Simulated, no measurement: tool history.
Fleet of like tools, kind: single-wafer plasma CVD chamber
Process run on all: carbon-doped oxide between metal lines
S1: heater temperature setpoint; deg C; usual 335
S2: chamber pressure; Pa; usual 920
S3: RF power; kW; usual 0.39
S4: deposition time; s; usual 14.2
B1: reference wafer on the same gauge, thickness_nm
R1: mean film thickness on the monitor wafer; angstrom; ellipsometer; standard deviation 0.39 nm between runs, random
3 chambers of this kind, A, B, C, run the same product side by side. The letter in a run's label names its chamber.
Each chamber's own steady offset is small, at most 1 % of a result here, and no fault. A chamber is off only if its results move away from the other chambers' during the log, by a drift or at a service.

{"run": "1C", "hour": 7.6, "S1": 335, "S2": 920, "S3": 0.39, "S4": 14.2, "B1": 62.241, "R1": 667.14}
{"run": "2B", "hour": 18.5, "S1": 335, "S2": 920, "S3": 0.39, "S4": 14.2, "B1": 62.253, "R1": 665.28}
{"run": "3A", "hour": 26.0, "S1": 335, "S2": 920, "S3": 0.39, "S4": 14.2, "B1": 62.35, "R1": 677.45}
{"run": "4C", "hour": 37.3, "S1": 335, "S2": 920, "S3": 0.39, "S4": 14.2, "B1": 62.305, "R1": 668.76}
{"run": "5A", "hour": 47.5, "S1": 335, "S2": 920, "S3": 0.39, "S4": 14.2, "B1": 62.291, "R1": 679.57}
{"run": "6B", "hour": 52.9, "S1": 335, "S2": 920, "S3": 0.39, "S4": 14.2, "B1": 62.302, "R1": 673.54}
{"run": "7B", "hour": 61.0, "S1": 335, "S2": 920, "S3": 0.39, "S4": 14.2, "B1": 62.286, "R1": 667.99}
{"run": "8C", "hour": 67.8, "S1": 335, "S2": 920, "S3": 0.39, "S4": 14.2, "B1": 62.329, "R1": 675.64}
{"run": "9A", "hour": 76.9, "S1": 335, "S2": 920, "S3": 0.39, "S4": 14.2, "B1": 62.251, "R1": 676.88}
{"run": "10B", "hour": 83.0, "S1": 335, "S2": 920, "S3": 0.39, "S4": 14.2, "B1": 62.232, "R1": 668.04}
{"run": "11C", "hour": 92.3, "S1": 335, "S2": 920, "S3": 0.39, "S4": 14.2, "B1": 62.335, "R1": 675.18}
{"run": "12A", "hour": 100.3, "S1": 335, "S2": 920, "S3": 0.39, "S4": 14.2, "B1": 62.276, "R1": 682.15}
{"run": "13B", "hour": 109.8, "S1": 335, "S2": 920, "S3": 0.39, "S4": 14.2, "B1": 62.277, "R1": 667.19}
{"run": "14C", "hour": 115.4, "S1": 335, "S2": 920, "S3": 0.39, "S4": 14.2, "B1": 62.265, "R1": 669.86}
{"run": "15A", "hour": 123.1, "S1": 335, "S2": 920, "S3": 0.39, "S4": 14.2, "B1": 62.293, "R1": 671.39}
{"run": "16B", "hour": 133.0, "S1": 335, "S2": 920, "S3": 0.39, "S4": 14.2, "B1": 62.259, "R1": 662.27}
{"run": "17C", "hour": 138.9, "S1": 335, "S2": 760, "S3": 0.39, "S4": 16.5, "B1": 62.26, "R1": 759.39}
{"run": "18A", "hour": 144.9, "S1": 335, "S2": 760, "S3": 0.39, "S4": 16.5, "B1": 62.361, "R1": 777.17}
{"run": "19C", "hour": 154.9, "S1": 335, "S2": 760, "S3": 0.39, "S4": 16.5, "B1": 62.258, "R1": 765.25}
{"hour": 155.2, "done": "chamber C: RF generator calibrated"}
{"run": "20B", "hour": 163.0, "S1": 342, "S2": 920, "S3": 0.39, "S4": 13, "B1": 62.348, "R1": 585.47}
{"run": "21A", "hour": 174.4, "S1": 342, "S2": 920, "S3": 0.39, "S4": 13, "B1": 62.334, "R1": 607.27}
{"run": "22A", "hour": 181.4, "S1": 342, "S2": 920, "S3": 0.39, "S4": 13, "B1": 62.354, "R1": 600.5}
{"run": "23C", "hour": 193.2, "S1": 325, "S2": 1109, "S3": 0.39, "S4": 14.2, "B1": 62.404, "R1": 699.18}
{"run": "24B", "hour": 198.5, "S1": 325, "S2": 1109, "S3": 0.39, "S4": 14.2, "B1": 62.265, "R1": 680.11}
{"run": "25B", "hour": 204.7, "S1": 325, "S2": 1109, "S3": 0.39, "S4": 14.2, "B1": 62.289, "R1": 681.24}
{"run": "26C", "hour": 213.4, "S1": 335, "S2": 920, "S3": 0.39, "S4": 14.2, "B1": 62.312, "R1": 670.79}
{"run": "27A", "hour": 218.7, "S1": 335, "S2": 920, "S3": 0.39, "S4": 14.2, "B1": 62.239, "R1": 676.26}
{"run": "28A", "hour": 226.8, "S1": 335, "S2": 803, "S3": 0.39, "S4": 14.2, "B1": 62.326, "R1": 674.69}
{"run": "29B", "hour": 234.5, "S1": 335, "S2": 803, "S3": 0.39, "S4": 14.2, "B1": 62.335, "R1": 636.8}
{"run": "30C", "hour": 241.9, "S1": 335, "S2": 803, "S3": 0.39, "S4": 14.2, "B1": 62.351, "R1": 666.17}
{"run": "31B", "hour": 248.4, "S1": 335, "S2": 920, "S3": 0.39, "S4": 14.2, "B1": 62.268, "R1": 639.48}
{"run": "32A", "hour": 260.2, "S1": 335, "S2": 920, "S3": 0.39, "S4": 14.2, "B1": 62.265, "R1": 670.82}
{"run": "33C", "hour": 271.7, "S1": 335, "S2": 920, "S3": 0.39, "S4": 14.2, "B1": 62.29, "R1": 664.55}
{"run": "34C", "hour": 277.8, "S1": 335, "S2": 920, "S3": 0.39, "S4": 14.2, "B1": 62.309, "R1": 669.86}
{"run": "35B", "hour": 284.5, "S1": 335, "S2": 920, "S3": 0.39, "S4": 14.2, "B1": 62.316, "R1": 630.08}
{"run": "36A", "hour": 296.2, "S1": 335, "S2": 920, "S3": 0.39, "S4": 14.2, "B1": 62.29, "R1": 676.35}
{"run": "37B", "hour": 303.8, "S1": 335, "S2": 920, "S3": 0.39, "S4": 14.2, "B1": 62.339, "R1": 632.5}
{"run": "38A", "hour": 309.8, "S1": 335, "S2": 920, "S3": 0.39, "S4": 14.2, "B1": 62.391, "R1": 678.77}
{"run": "39C", "hour": 317.6, "S1": 335, "S2": 920, "S3": 0.39, "S4": 14.2, "B1": 62.304, "R1": 673.97}

Predict what each chamber gives when all 3 of them run the settings below next.
{"run": "40A", "hour": 326.1, "S1": 335, "S2": 920, "S3": 0.39, "S4": 11.6, "R1": "?"}
{"run": "40B", "hour": 326.1, "S1": 335, "S2": 920, "S3": 0.39, "S4": 11.6, "R1": "?"}
{"run": "40C", "hour": 326.1, "S1": 335, "S2": 920, "S3": 0.39, "S4": 11.6, "R1": "?"}

run=40A R1=548.33
run=40B R1=514.99
run=40C R1=548.82
